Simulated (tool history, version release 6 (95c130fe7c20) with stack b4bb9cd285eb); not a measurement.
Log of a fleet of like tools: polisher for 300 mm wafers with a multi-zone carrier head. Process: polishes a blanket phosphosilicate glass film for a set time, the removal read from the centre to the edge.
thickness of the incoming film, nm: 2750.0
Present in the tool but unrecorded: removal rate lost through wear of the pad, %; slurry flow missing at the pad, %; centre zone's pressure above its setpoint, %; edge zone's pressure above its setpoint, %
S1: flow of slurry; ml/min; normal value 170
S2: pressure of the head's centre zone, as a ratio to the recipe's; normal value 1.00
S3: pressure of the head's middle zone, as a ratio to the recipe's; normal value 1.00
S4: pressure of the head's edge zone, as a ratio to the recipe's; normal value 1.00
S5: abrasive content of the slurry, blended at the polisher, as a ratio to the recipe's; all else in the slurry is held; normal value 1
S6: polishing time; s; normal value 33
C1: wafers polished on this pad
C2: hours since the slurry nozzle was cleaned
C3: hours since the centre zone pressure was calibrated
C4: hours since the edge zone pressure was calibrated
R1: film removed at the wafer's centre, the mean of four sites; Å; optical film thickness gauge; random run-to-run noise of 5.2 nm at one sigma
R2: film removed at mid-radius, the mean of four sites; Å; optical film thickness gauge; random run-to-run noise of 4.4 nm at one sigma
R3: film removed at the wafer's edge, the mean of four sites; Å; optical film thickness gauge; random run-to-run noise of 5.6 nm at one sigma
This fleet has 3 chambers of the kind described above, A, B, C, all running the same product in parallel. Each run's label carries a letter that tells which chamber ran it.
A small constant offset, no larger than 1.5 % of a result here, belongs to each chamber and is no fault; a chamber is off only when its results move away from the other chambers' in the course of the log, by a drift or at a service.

run    day   S1    S2    S3    S4  S5  S6   C1     C2     C3      C4      R1      R2      R3
 1B  0.129  170  1.00  1.00  1.00   1  33  295  612.8  388.7   862.6  3986.2  3945.2  3836.1
 2A  0.242  170  1.00  1.00  1.00   1  33  372  801.3   21.7    18.3  3947.3  3934.8  3853.0
 3C  0.438  170  1.00  1.00  1.00   1  33  561  236.2  242.4   960.2  3902.0  3904.4  3897.7
 4C  0.604  170  1.00  1.00  1.00   1  33  594  240.2  246.4   964.2  3935.6  3927.5  3924.9
 5B  0.733  170  1.00  1.00  1.00   1  33  415  627.3  403.2   877.1  3931.8  3934.1  3917.0
 6A  0.917  170  1.00  1.00  1.00   1  33  506  817.5   37.9    34.5  3895.8  3893.2  3869.7
 7C  1.067  170  1.00  1.00  1.00   1  33  685  251.3  257.5   975.3  3920.1  3906.6  3808.0
 8A  1.229  170  1.00  1.00  1.00   1  33  568  825.0   45.4    42.0  3810.8  3793.4  3886.0
 9B  1.433  170  1.00  1.00  1.00   1  33  553  644.1  420.0   893.9  3783.3  3882.9  3773.3
10B  1.596  170  1.00  1.00  1.00   1  33  586  648.0  423.9   897.8  3928.1  3929.8  3880.6
11A  1.746  170  1.00  1.00  1.00   1  33  671  837.4   57.8    54.4  3718.9  3719.5  3791.2
12C  1.838  170  1.00  1.00  1.00   1  33  838  269.8  276.0   993.8  3895.2  3863.6  3955.1
13C  1.958  170  1.00  1.00  1.00   1  33  862  272.7  278.9   996.7  3825.0  3880.9  3934.1
14A  2.088  170  1.00  0.92  1.00   1  24  738  845.6   66.0    62.6  2680.3  2503.9  2769.0
     2.267  -- chamber B: slurry nozzle cleaned
15B  2.292  170  1.00  0.92  1.00   1  24  724    0.6  440.6   914.5  2786.0  2609.0  2807.9
16A  2.442  170  1.00  0.92  1.00   1  24  809  854.1   74.5    71.1  2701.8  2497.5  2673.5
17C  2.567  170  1.00  1.00  0.91   1  24  983  287.3  293.5  1011.3  2792.0  2863.7  2619.2
18B  2.654  170  1.00  1.00  0.91   1  24  796    9.3  449.3   923.2  2823.2  2840.6  2700.1
19B  2.771  170  1.00  1.00  0.91   1  24  819   12.1  452.1   926.0  2803.4  2873.5  2658.0
     2.933  -- chamber C: worn pad replaced by a new one
20C  2.950  195  1.00  1.04  1.00   1  33    3  296.5  302.7  1020.5  3984.3  4074.6  3896.7
21A  3.121  195  1.00  1.04  1.00   1  33  943  870.4   90.8    87.4  3662.2  3688.6  3610.6
22C  3.262  195  1.00  1.04  1.00   1  33   65  304.0  310.2  1028.0  3892.5  4134.5  3976.4
23A  3.400  170  0.95  1.00  1.07   1  33  999  877.1   97.5    94.1  3234.6  3542.4  3641.2

Is one chamber out of step, is the gauge drifting, or do the chambers differ by no more than their own small offsets? For an off chamber, give its letter and the likeliest cause.

Chamber A drifts away from the others.
Most likely cause: removal rate lost through wear of the pad, % = 10.3.
From this log alone, it may not be told apart from: slurry flow missing at the pad, %.

Below are 4 candidate recipes for chamber A's next run, each the usual settings with a change, their results shown as question marks. Which of them brings A's results back in line with what the other chambers give on the usual settings?
In line here means within this much of the mean the other chambers give on the usual settings: R1 180.0 Å; R2 150.0 Å; R3 200.0 Å
24A-1  3.546  170  1.00  1.00  1.00  1.00  34                   ?   ?   ?
24A-2  3.546  170  1.00  0.99  1.00  1.00  30                   ?   ?   ?
24A-3  3.546  175  1.00  1.01  1.00  1.05  36                   ?   ?   ?
24A-4  3.546  170  1.00  1.00  1.00  1.00  32                   ?   ?   ?

The other chambers' mean on the usual settings: R1 3874.0 Å; R2 3898.5 Å; R3 3887.8 Å
  run      R1      R2      R3
24A-1  3603.3  3575.2  3603.2
24A-2  3179.2  3125.4  3179.8
24A-3  3919.3  3922.2  3911.1
24A-4  3391.4  3364.9  3391.3
24A-3 puts the chamber back in line with the other chambers.

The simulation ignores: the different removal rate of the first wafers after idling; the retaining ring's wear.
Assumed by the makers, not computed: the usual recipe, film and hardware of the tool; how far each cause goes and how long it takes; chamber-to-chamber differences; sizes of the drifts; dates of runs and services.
